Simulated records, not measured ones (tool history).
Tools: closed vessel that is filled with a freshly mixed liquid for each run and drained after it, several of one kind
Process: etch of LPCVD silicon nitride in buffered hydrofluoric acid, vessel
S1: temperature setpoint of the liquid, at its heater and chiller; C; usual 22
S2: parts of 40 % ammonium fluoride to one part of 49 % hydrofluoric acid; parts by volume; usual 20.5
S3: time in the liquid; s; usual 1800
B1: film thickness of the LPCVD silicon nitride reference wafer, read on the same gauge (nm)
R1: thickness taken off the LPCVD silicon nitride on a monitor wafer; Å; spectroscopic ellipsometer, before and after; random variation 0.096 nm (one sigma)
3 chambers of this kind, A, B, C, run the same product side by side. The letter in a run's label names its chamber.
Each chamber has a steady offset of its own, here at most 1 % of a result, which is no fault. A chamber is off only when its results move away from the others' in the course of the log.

Run 1C, hour 3.5: usual settings; B1 110.01. Result: R1 116.79 Å.
Run 2A, hour 8.5: usual settings; B1 109.99. Result: R1 118.08 Å.
Run 3B, hour 14.1: usual settings; B1 110.01. Result: R1 118.23 Å.
Run 4C, hour 18.4: usual settings; B1 110. Result: R1 117.48 Å.
Run 5A, hour 22.7: usual settings; B1 110.01. Result: R1 116.39 Å.
Run 6B, hour 25.7: usual settings; B1 110. Result: R1 117.95 Å.
Run 7C, hour 30.7: usual settings; B1 110. Result: R1 117.42 Å.
Run 8B, hour 36.4: usual settings but S1 26.5 C, S3 1200 s; B1 110. Result: R1 99.957 Å.
Run 9A, hour 42.5: usual settings but S1 26.5 C, S3 1200 s; B1 110. Result: R1 100.24 Å.
Run 10A, hour 46.8: usual settings but S1 26.5 C, S3 1200 s; B1 109.97. Result: R1 100.73 Å.
Run 11B, hour 52.7: usual settings; B1 110. Result: R1 115.67 Å.
Run 12C, hour 59: usual settings; B1 109.98. Result: R1 115.12 Å.
Run 13B, hour 62.5: usual settings; B1 110. Result: R1 115.94 Å.
Run 14C, hour 67.6: usual settings; B1 110.02. Result: R1 116.44 Å.
Run 15A, hour 74.2: usual settings; B1 110.01. Result: R1 117.25 Å.
Run 16C, hour 78.3: usual settings; B1 109.98. Result: R1 116.01 Å.
Run 17B, hour 84.8: usual settings; B1 110.01. Result: R1 114.45 Å.
Run 18A, hour 90.4: usual settings; B1 110.01. Result: R1 119.5 Å.
Run 19B, hour 96.4: usual settings; B1 110.01. Result: R1 113.77 Å.
Run 20A, hour 101.9: usual settings; B1 110.02. Result: R1 117.31 Å.
Run 21C, hour 105.6: usual settings; B1 109.98. Result: R1 117.48 Å.
Run 22B, hour 110: usual settings; B1 109.98. Result: R1 111.93 Å.
Run 23A, hour 115.4: usual settings; B1 110.01. Result: R1 116.54 Å.
Run 24C, hour 119.4: usual settings but S1 20 C, S2 28 parts by volume; B1 109.99. Result: R1 84.539 Å.
Run 25B, hour 123.4: usual settings but S1 20 C, S2 28 parts by volume; B1 110.01. Result: R1 78.923 Å.
Run 26A, hour 128.3: usual settings but S1 20 C, S2 28 parts by volume; B1 109.99. Result: R1 85.231 Å.
Run 27C, hour 134.6: usual settings; B1 110.01. Result: R1 115.91 Å.

Is one chamber off against the others, does the gauge drift, or is nothing wrong? If a chamber is off, say which, and what the likeliest cause is.

Chamber B drifts away from the others.
Cause: liquid colder than its thermometer reads (K) = 1.4.
The log may not tell that from: hydrofluoric acid flow below the setpoint (%).

Here are 4 candidates for chamber B's next run, each the usual settings with a change, their results left as question marks. Which one brings its results back in line with what the others give on the usual settings?
In line means no further than this from the other chambers' mean on the usual settings: R1 3.3 Å
Run 28B-1, hour 139.3: usual settings but S2 21 parts by volume, S3 1705 s. Result: R1 ?.
Run 28B-2, hour 139.3: usual settings but S2 20 parts by volume, S3 1895 s. Result: R1 ?.
Run 28B-3, hour 139.3: usual settings but S3 1850 s. Result: R1 ?.
Run 28B-4, hour 139.3: usual settings but S2 21.5 parts by volume. Result: R1 ?.

The other chambers' mean on the usual settings: R1 117.42 Å
  run      R1
28B-1   101.5
28B-2  116.71
28B-3     112
28B-4  105.41
28B-2 brings the chamber back in line.

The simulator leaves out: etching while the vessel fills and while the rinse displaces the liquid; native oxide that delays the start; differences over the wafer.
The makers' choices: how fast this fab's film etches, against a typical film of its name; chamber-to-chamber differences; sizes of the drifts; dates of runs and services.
